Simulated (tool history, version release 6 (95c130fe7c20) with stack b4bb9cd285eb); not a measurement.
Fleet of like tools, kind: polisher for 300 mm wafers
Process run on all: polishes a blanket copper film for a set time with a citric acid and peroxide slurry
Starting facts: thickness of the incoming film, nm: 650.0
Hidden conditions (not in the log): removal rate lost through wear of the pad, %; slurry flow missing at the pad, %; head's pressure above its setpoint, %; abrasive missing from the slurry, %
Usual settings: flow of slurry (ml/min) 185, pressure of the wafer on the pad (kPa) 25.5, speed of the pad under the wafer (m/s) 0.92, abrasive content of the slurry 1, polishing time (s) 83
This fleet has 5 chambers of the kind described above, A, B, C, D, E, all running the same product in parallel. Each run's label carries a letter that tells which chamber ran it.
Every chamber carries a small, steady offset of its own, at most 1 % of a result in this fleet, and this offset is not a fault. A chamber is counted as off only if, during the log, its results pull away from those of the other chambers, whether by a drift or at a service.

| run | hour | flow of slurry (ml/min) | pressure of the wafer on the pad (kPa) | speed of the pad under the wafer (m/s) | abrasive content of the slurry | polishing time (s) | wafers polished on this pad | hours since the slurry nozzle was cleaned | hours since the head pressure was calibrated | hours since the slurry blender was calibrated | film removed (Å) |
|---|---|---|---|---|---|---|---|---|---|---|---|
| 1A | 3.6 | 185 | 25.5 | 0.92 | 1 | 83 | 697 | 53.6 | 110.5 | 95.3 | 1900 |
|  | 10.5 | chamber C: worn pad replaced by a new one |
| 2D | 10.9 | 185 | 25.5 | 0.92 | 1 | 83 | 1023 | 16.8 | 453.5 | 33 | 1892.4 |
|  | 17 | chamber D: worn pad replaced by a new one |
| 3B | 18 | 185 | 25.5 | 0.92 | 1 | 83 | 790 | 416.8 | 448.9 | 40.8 | 1974.4 |
| 4C | 24.9 | 185 | 25.5 | 0.92 | 1 | 83 | 89 | 100.3 | 538.2 | 248.1 | 1909.1 |
| 5E | 31.7 | 185 | 25.5 | 0.92 | 1 | 83 | 886 | 254.8 | 754 | 317 | 1911.6 |
| 6C | 37.3 | 150 | 25.5 | 0.92 | 1 | 83 | 166 | 112.7 | 550.6 | 260.5 | 1848.9 |
| 7B | 42.2 | 150 | 25.5 | 0.92 | 1 | 83 | 940 | 441 | 473.1 | 65 | 1829.9 |
|  | 45 | chamber E: worn pad replaced by a new one |
| 8A | 49.8 | 150 | 25.5 | 0.92 | 1 | 83 | 983 | 99.8 | 156.7 | 141.5 | 1815 |
| 9D | 56.5 | 150 | 25.5 | 0.92 | 1 | 83 | 244 | 62.4 | 499.1 | 78.6 | 1819.4 |
| 10E | 62.3 | 150 | 25.5 | 0.92 | 1 | 83 | 107 | 285.4 | 784.6 | 347.6 | 1852 |
| 11A | 66.5 | 185 | 25.5 | 0.92 | 1 | 83 | 1086 | 116.5 | 173.4 | 158.2 | 1904.2 |
| 12C | 73.1 | 185 | 25.5 | 0.92 | 1 | 83 | 387 | 148.5 | 586.4 | 296.3 | 1896.2 |
| 13E | 77.5 | 185 | 25.5 | 0.92 | 1 | 83 | 201 | 300.6 | 799.8 | 362.8 | 1912.3 |
| 14B | 81.1 | 185 | 25.5 | 0.92 | 1 | 83 | 1181 | 479.9 | 512 | 103.9 | 1884.7 |
| 15D | 85.4 | 185 | 25.5 | 0.92 | 1 | 83 | 423 | 91.3 | 528 | 107.5 | 1868.2 |
| 16C | 89.7 | 185 | 25.5 | 0.92 | 1 | 83 | 490 | 165.1 | 603 | 312.9 | 1963.8 |
| 17A | 95 | 185 | 25.5 | 0.92 | 1 | 83 | 1263 | 145 | 201.9 | 186.7 | 1855.6 |
|  | 99 | chamber E: slurry blender recalibrated |
| 18B | 102 | 215 | 18.6 | 0.92 | 1 | 83 | 1311 | 500.8 | 532.9 | 124.8 | 1348 |
|  | 104.3 | chamber E: head pressure recalibrated |
| 19E | 108.2 | 215 | 18.6 | 0.92 | 1 | 83 | 392 | 331.3 | 3.9 | 9.3 | 1451.8 |
| 20D | 113.4 | 215 | 18.6 | 0.92 | 1 | 83 | 597 | 119.3 | 556 | 135.5 | 1387.9 |
|  | 119.6 | chamber C: slurry blender recalibrated |
| 21E | 120.1 | 215 | 18.6 | 0.92 | 1 | 83 | 465 | 343.2 | 15.8 | 21.2 | 1453.4 |
| 22A | 126.2 | 215 | 18.6 | 0.92 | 1 | 83 | 1456 | 176.2 | 233.1 | 217.9 | 1414.7 |
|  | 129.7 | chamber A: worn pad replaced by a new one |
| 23C | 130.3 | 185 | 25.5 | 0.92 | 1 | 83 | 742 | 205.7 | 643.6 | 10.8 | 1921.7 |
| 24B | 136.3 | 185 | 25.5 | 0.92 | 1 | 83 | 1523 | 535.1 | 567.2 | 159.1 | 1815.4 |
|  | 141.5 | chamber A: slurry nozzle cleaned |
| 25D | 144 | 185 | 25.5 | 0.92 | 1 | 83 | 786 | 149.9 | 586.6 | 166.1 | 1922.2 |
| 26A | 150.2 | 185 | 25.5 | 0.92 | 1 | 83 | 127 | 8.7 | 257.1 | 241.9 | 1903.9 |
| 27E | 157.2 | 185 | 25.5 | 0.92 | 1 | 83 | 695 | 380.3 | 52.9 | 58.3 | 1937.2 |
| 28C | 162.4 | 185 | 17.9 | 0.92 | 1 | 102 | 940 | 237.8 | 675.7 | 42.9 | 1625.3 |
| 29D | 169.1 | 185 | 17.9 | 0.92 | 1 | 102 | 942 | 175 | 611.7 | 191.2 | 1639.6 |
| 30B | 174.2 | 185 | 17.9 | 0.92 | 1 | 102 | 1758 | 573 | 605.1 | 197 | 1472 |
| 31B | 179.8 | 185 | 17.9 | 0.92 | 1 | 102 | 1792 | 578.6 | 610.7 | 202.6 | 1475.5 |

All chambers now run identical settings, listed one chamber a line with results as question marks. What results will each chamber show?
| 32A | 185.7 | 185 | 25.5 | 0.92 | 1 | 83 |  |  |  |  | ? |
| 32B | 185.7 | 185 | 25.5 | 0.92 | 1 | 83 |  |  |  |  | ? |
| 32C | 185.7 | 185 | 25.5 | 0.92 | 1 | 83 |  |  |  |  | ? |
| 32D | 185.7 | 185 | 25.5 | 0.92 | 1 | 83 |  |  |  |  | ? |
| 32E | 185.7 | 185 | 25.5 | 0.92 | 1 | 83 |  |  |  |  | ? |

| run | film removed (Å) |
|---|---|
| 32A | 1895.5 |
| 32B | 1688.5 |
| 32C | 1923.3 |
| 32D | 1872.5 |
| 32E | 1911 |

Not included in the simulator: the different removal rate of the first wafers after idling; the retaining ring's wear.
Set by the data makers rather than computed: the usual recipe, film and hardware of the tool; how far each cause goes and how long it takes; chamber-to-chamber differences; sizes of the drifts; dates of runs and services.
